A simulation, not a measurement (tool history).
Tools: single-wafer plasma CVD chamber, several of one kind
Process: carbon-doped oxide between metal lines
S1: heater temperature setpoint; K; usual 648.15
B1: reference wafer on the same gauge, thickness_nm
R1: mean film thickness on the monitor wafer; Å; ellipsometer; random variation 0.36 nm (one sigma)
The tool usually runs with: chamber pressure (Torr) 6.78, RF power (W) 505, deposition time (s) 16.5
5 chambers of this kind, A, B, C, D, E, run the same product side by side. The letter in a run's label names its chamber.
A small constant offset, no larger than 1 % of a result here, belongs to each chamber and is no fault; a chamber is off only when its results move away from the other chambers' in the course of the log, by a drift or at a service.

run 1B day=0.204 | S1=648.15 chamber_pressure_(Torr)=6.78 RF_power_(W)=505 deposition_time_(s)=16.5 | B1=78.517 | R1=825.11
run 2E day=0.604 | S1=648.15 chamber_pressure_(Torr)=6.78 RF_power_(W)=505 deposition_time_(s)=16.5 | B1=78.575 | R1=829.41
run 3A day=0.883 | S1=648.15 chamber_pressure_(Torr)=6.78 RF_power_(W)=505 deposition_time_(s)=16.5 | B1=78.607 | R1=829.89
run 4D day=1.275 | S1=648.15 chamber_pressure_(Torr)=6.78 RF_power_(W)=505 deposition_time_(s)=16.5 | B1=78.676 | R1=842.21
-- day=1.371 chamber D: thermocouple changed; heater temperature recalibrated
run 5C day=1.525 | S1=648.15 chamber_pressure_(Torr)=6.78 RF_power_(W)=505 deposition_time_(s)=16.5 | B1=78.592 | R1=818.34
run 6C day=1.808 | S1=648.15 chamber_pressure_(Torr)=5.76 RF_power_(W)=505 deposition_time_(s)=17.6 | B1=78.544 | R1=859.97
run 7D day=2.025 | S1=648.15 chamber_pressure_(Torr)=5.76 RF_power_(W)=505 deposition_time_(s)=17.6 | B1=78.651 | R1=880.34
run 8A day=2.388 | S1=648.15 chamber_pressure_(Torr)=5.76 RF_power_(W)=505 deposition_time_(s)=17.6 | B1=78.629 | R1=882.97
run 9E day=2.662 | S1=648.15 chamber_pressure_(Torr)=5.76 RF_power_(W)=505 deposition_time_(s)=17.6 | B1=78.550 | R1=871.16
run 10B day=2.871 | S1=648.15 chamber_pressure_(Torr)=5.76 RF_power_(W)=505 deposition_time_(s)=17.6 | B1=78.593 | R1=859.60
run 11E day=3.225 | S1=648.15 chamber_pressure_(Torr)=6.78 RF_power_(W)=505 deposition_time_(s)=16.5 | B1=78.603 | R1=834.31
run 12D day=3.508 | S1=648.15 chamber_pressure_(Torr)=6.78 RF_power_(W)=505 deposition_time_(s)=16.5 | B1=78.607 | R1=839.00
-- day=3.621 chamber D: capacitance manometer re-zeroed and calibrated
run 13C day=3.958 | S1=648.15 chamber_pressure_(Torr)=6.78 RF_power_(W)=505 deposition_time_(s)=16.5 | B1=78.584 | R1=823.15
run 14A day=4.308 | S1=648.15 chamber_pressure_(Torr)=8.03 RF_power_(W)=505 deposition_time_(s)=16.5 | B1=78.639 | R1=841.54
run 15B day=4.746 | S1=648.15 chamber_pressure_(Torr)=8.03 RF_power_(W)=505 deposition_time_(s)=16.5 | B1=78.534 | R1=828.34
run 16C day=5.112 | S1=648.15 chamber_pressure_(Torr)=8.03 RF_power_(W)=505 deposition_time_(s)=16.5 | B1=78.598 | R1=834.55
run 17E day=5.354 | S1=648.15 chamber_pressure_(Torr)=8.03 RF_power_(W)=505 deposition_time_(s)=16.5 | B1=78.564 | R1=838.72
run 18A day=5.675 | S1=648.15 chamber_pressure_(Torr)=8.03 RF_power_(W)=505 deposition_time_(s)=16.5 | B1=78.550 | R1=838.90
run 19B day=5.904 | S1=648.15 chamber_pressure_(Torr)=6.78 RF_power_(W)=505 deposition_time_(s)=16.5 | B1=78.554 | R1=818.82
run 20D day=6.188 | S1=648.15 chamber_pressure_(Torr)=6.78 RF_power_(W)=505 deposition_time_(s)=16.5 | B1=78.616 | R1=838.35
-- day=6.371 chamber B: capacitance manometer re-zeroed and calibrated
run 21A day=6.412 | S1=648.15 chamber_pressure_(Torr)=6.78 RF_power_(W)=505 deposition_time_(s)=16.5 | B1=78.616 | R1=829.12
-- day=6.646 chamber B: thermocouple changed; heater temperature recalibrated
run 22E day=6.808 | S1=662.15 chamber_pressure_(Torr)=6.78 RF_power_(W)=465 deposition_time_(s)=16.5 | B1=78.596 | R1=764.41
run 23D day=7.233 | S1=662.15 chamber_pressure_(Torr)=6.78 RF_power_(W)=465 deposition_time_(s)=16.5 | B1=78.552 | R1=772.84
run 24B day=7.554 | S1=662.15 chamber_pressure_(Torr)=6.78 RF_power_(W)=465 deposition_time_(s)=16.5 | B1=78.537 | R1=755.48
run 25C day=7.862 | S1=662.15 chamber_pressure_(Torr)=6.78 RF_power_(W)=465 deposition_time_(s)=16.5 | B1=78.587 | R1=762.75
run 26C day=8.246 | S1=662.15 chamber_pressure_(Torr)=6.78 RF_power_(W)=465 deposition_time_(s)=16.5 | B1=78.613 | R1=764.74
run 27E day=8.562 | S1=648.15 chamber_pressure_(Torr)=6.78 RF_power_(W)=505 deposition_time_(s)=16.5 | B1=78.494 | R1=825.65
run 28B day=8.775 | S1=648.15 chamber_pressure_(Torr)=6.78 RF_power_(W)=505 deposition_time_(s)=16.5 | B1=78.666 | R1=817.18
run 29A day=9.054 | S1=648.15 chamber_pressure_(Torr)=6.78 RF_power_(W)=505 deposition_time_(s)=16.5 | B1=78.694 | R1=834.71
run 30D day=9.338 | S1=648.15 chamber_pressure_(Torr)=6.78 RF_power_(W)=505 deposition_time_(s)=16.5 | B1=78.676 | R1=831.95
run 31C day=9.571 | S1=648.15 chamber_pressure_(Torr)=6.78 RF_power_(W)=505 deposition_time_(s)=16.5 | B1=78.574 | R1=825.83
-- day=9.654 chamber A: thermocouple changed; heater temperature recalibrated
run 32E day=9.821 | S1=648.15 chamber_pressure_(Torr)=6.78 RF_power_(W)=505 deposition_time_(s)=16.5 | B1=78.602 | R1=831.47
run 33A day=10.062 | S1=648.15 chamber_pressure_(Torr)=6.78 RF_power_(W)=505 deposition_time_(s)=16.5 | B1=78.631 | R1=830.12
run 34D day=10.288 | S1=648.15 chamber_pressure_(Torr)=6.78 RF_power_(W)=505 deposition_time_(s)=16.5 | B1=78.530 | R1=837.50
run 35B day=10.708 | S1=648.15 chamber_pressure_(Torr)=6.78 RF_power_(W)=505 deposition_time_(s)=16.5 | B1=78.583 | R1=808.65
run 36E day=11.071 | S1=648.15 chamber_pressure_(Torr)=6.78 RF_power_(W)=505 deposition_time_(s)=16.5 | B1=78.542 | R1=826.27
run 37C day=11.512 | S1=648.15 chamber_pressure_(Torr)=6.78 RF_power_(W)=505 deposition_time_(s)=16.5 | B1=78.604 | R1=825.39
run 38A day=11.750 | S1=648.15 chamber_pressure_(Torr)=6.78 RF_power_(W)=505 deposition_time_(s)=16.5 | B1=78.710 | R1=839.34
run 39B day=12.008 | S1=648.15 chamber_pressure_(Torr)=6.78 RF_power_(W)=505 deposition_time_(s)=16.5 | B1=78.656 | R1=808.68
run 40D day=12.383 | S1=648.15 chamber_pressure_(Torr)=6.78 RF_power_(W)=545 deposition_time_(s)=16.5 | B1=78.577 | R1=877.53
run 41E day=12.846 | S1=648.15 chamber_pressure_(Torr)=6.78 RF_power_(W)=545 deposition_time_(s)=16.5 | B1=78.612 | R1=870.48
run 42A day=13.112 | S1=648.15 chamber_pressure_(Torr)=6.78 RF_power_(W)=545 deposition_time_(s)=16.5 | B1=78.539 | R1=875.26
run 43C day=13.471 | S1=648.15 chamber_pressure_(Torr)=6.78 RF_power_(W)=545 deposition_time_(s)=16.5 | B1=78.627 | R1=866.20

Has any chamber moved away from the others, gradually or after a service, or does the common gauge drift, or do the chambers differ only by their own small steady offsets? State the chamber and the most likely cause if one applies.

Little by little, chamber B moves away from the other chambers.
What lies behind it: delivered RF power below the setpoint (%) = 4.39.

Which of the 4 candidates below, each the usual settings with something changed and its results left as question marks, puts chamber B back in line with what the other chambers give on the usual settings?
Counts as in line when no further than this from what the other chambers average on the usual settings: R1 13.00 Å
run 44B-1 day=13.804 | S1=646.15 chamber_pressure_(Torr)=6.89 RF_power_(W)=550 deposition_time_(s)=16.5 | R1=?
run 44B-2 day=13.804 | S1=650.15 chamber_pressure_(Torr)=6.67 RF_power_(W)=460 deposition_time_(s)=16.5 | R1=?
run 44B-3 day=13.804 | S1=648.15 chamber_pressure_(Torr)=6.76 RF_power_(W)=495 deposition_time_(s)=16.1 | R1=?
run 44B-4 day=13.804 | S1=647.15 chamber_pressure_(Torr)=6.84 RF_power_(W)=530 deposition_time_(s)=16.5 | R1=?

On the usual settings, the other chambers give on average: R1 832.52 Å
run=44B-1 R1=849.41
run=44B-2 R1=745.28
run=44B-3 R1=770.10
run=44B-4 R1=827.26
44B-4 brings the chamber back in line.

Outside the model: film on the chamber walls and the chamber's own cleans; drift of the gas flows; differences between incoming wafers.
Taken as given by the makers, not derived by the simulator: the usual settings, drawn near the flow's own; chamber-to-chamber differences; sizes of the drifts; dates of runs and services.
